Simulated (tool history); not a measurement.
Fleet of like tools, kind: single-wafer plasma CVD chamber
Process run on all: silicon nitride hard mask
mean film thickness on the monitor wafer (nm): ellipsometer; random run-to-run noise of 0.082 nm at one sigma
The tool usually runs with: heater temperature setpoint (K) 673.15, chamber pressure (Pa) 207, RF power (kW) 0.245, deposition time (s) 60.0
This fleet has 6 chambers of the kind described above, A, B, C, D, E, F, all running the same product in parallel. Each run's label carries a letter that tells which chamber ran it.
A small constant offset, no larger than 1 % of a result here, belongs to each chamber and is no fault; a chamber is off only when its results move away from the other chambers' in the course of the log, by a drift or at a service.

run	day	heater temperature setpoint (K)	chamber pressure (Pa)	RF power (kW)	deposition time (s)	read-back reference wafer on the same gauge, thickness_nm	mean film thickness on the monitor wafer (nm)
1F	0.400	673.15	207	0.245	60.0	69.769	59.109
2E	0.792	673.15	207	0.245	60.0	69.779	58.875
3A	1.196	673.15	207	0.245	60.0	69.738	59.693
4B	1.654	673.15	207	0.245	60.0	69.759	59.239
5C	1.962	673.15	207	0.245	60.0	69.766	59.241
6D	2.312	673.15	207	0.245	60.0	69.720	59.917
7A	2.771	673.15	207	0.245	60.0	69.726	59.668
# day 2.942: chamber C: capacitance manometer re-zeroed and calibrated
8F	3.092	673.15	207	0.245	60.0	69.722	59.241
9E	3.392	665.15	207	0.225	60.0	69.686	55.732
10B	3.712	665.15	207	0.225	60.0	69.688	55.730
11D	3.908	665.15	207	0.225	60.0	69.709	56.546
12C	4.242	665.15	207	0.225	60.0	69.663	55.811
13A	4.588	665.15	207	0.225	60.0	69.664	56.359
14D	5.021	665.15	207	0.225	60.0	69.670	56.586
15E	5.358	673.15	207	0.245	60.0	69.659	58.812
16F	5.650	673.15	207	0.245	60.0	69.634	59.082
17C	6.029	673.15	207	0.245	60.0	69.635	59.179
18B	6.442	673.15	207	0.245	60.0	69.621	59.031
19E	6.804	673.15	207	0.245	60.0	69.615	58.681
20D	7.146	673.15	207	0.245	55.2	69.566	55.065
21B	7.550	673.15	207	0.245	55.2	69.568	54.413
# day 7.675: chamber A: RF generator calibrated
22F	7.792	673.15	207	0.245	55.2	69.591	54.423
23C	8.096	673.15	207	0.245	55.2	69.571	54.458
# day 8.454: chamber A: thermocouple changed; heater temperature recalibrated
24A	8.533	673.15	207	0.245	55.2	69.567	54.875
25F	8.838	673.15	207	0.245	55.2	69.527	54.189
# day 8.871: chamber B: RF generator calibrated
26E	9.296	673.15	207	0.245	60.0	69.518	58.747
27D	9.733	673.15	207	0.245	60.0	69.502	59.819
28C	10.079	663.15	207	0.285	60.0	69.513	65.954
# day 10.254: chamber F: RF generator calibrated
29A	10.329	663.15	207	0.285	60.0	69.507	66.306
30B	10.529	663.15	207	0.285	60.0	69.501	65.904
31D	10.771	663.15	207	0.285	60.0	69.489	66.787
32F	11.008	663.15	207	0.285	60.0	69.452	65.891
33C	11.417	663.15	207	0.285	60.0	69.446	65.972
34E	11.788	673.15	207	0.245	60.0	69.449	58.831
35B	12.067	673.15	207	0.245	60.0	69.440	58.957
36A	12.392	673.15	207	0.245	60.0	69.426	59.468
37B	12.767	673.15	207	0.245	60.0	69.438	58.880
38C	13.096	673.15	157	0.245	51.5	69.425	46.637
39A	13.312	673.15	157	0.245	51.5	69.404	47.002

Each of the 6 chambers runs these same settings next. Fill in every chamber's results:
40A	13.642	673.15	207	0.245	60.0		?
40B	13.642	673.15	207	0.245	60.0		?
40C	13.642	673.15	207	0.245	60.0		?
40D	13.642	673.15	207	0.245	60.0		?
40E	13.642	673.15	207	0.245	60.0		?
40F	13.642	673.15	207	0.245	60.0		?

run	mean film thickness on the monitor wafer (nm)
40A	59.269
40B	59.092
40C	59.003
40D	59.633
40E	58.549
40F	58.999
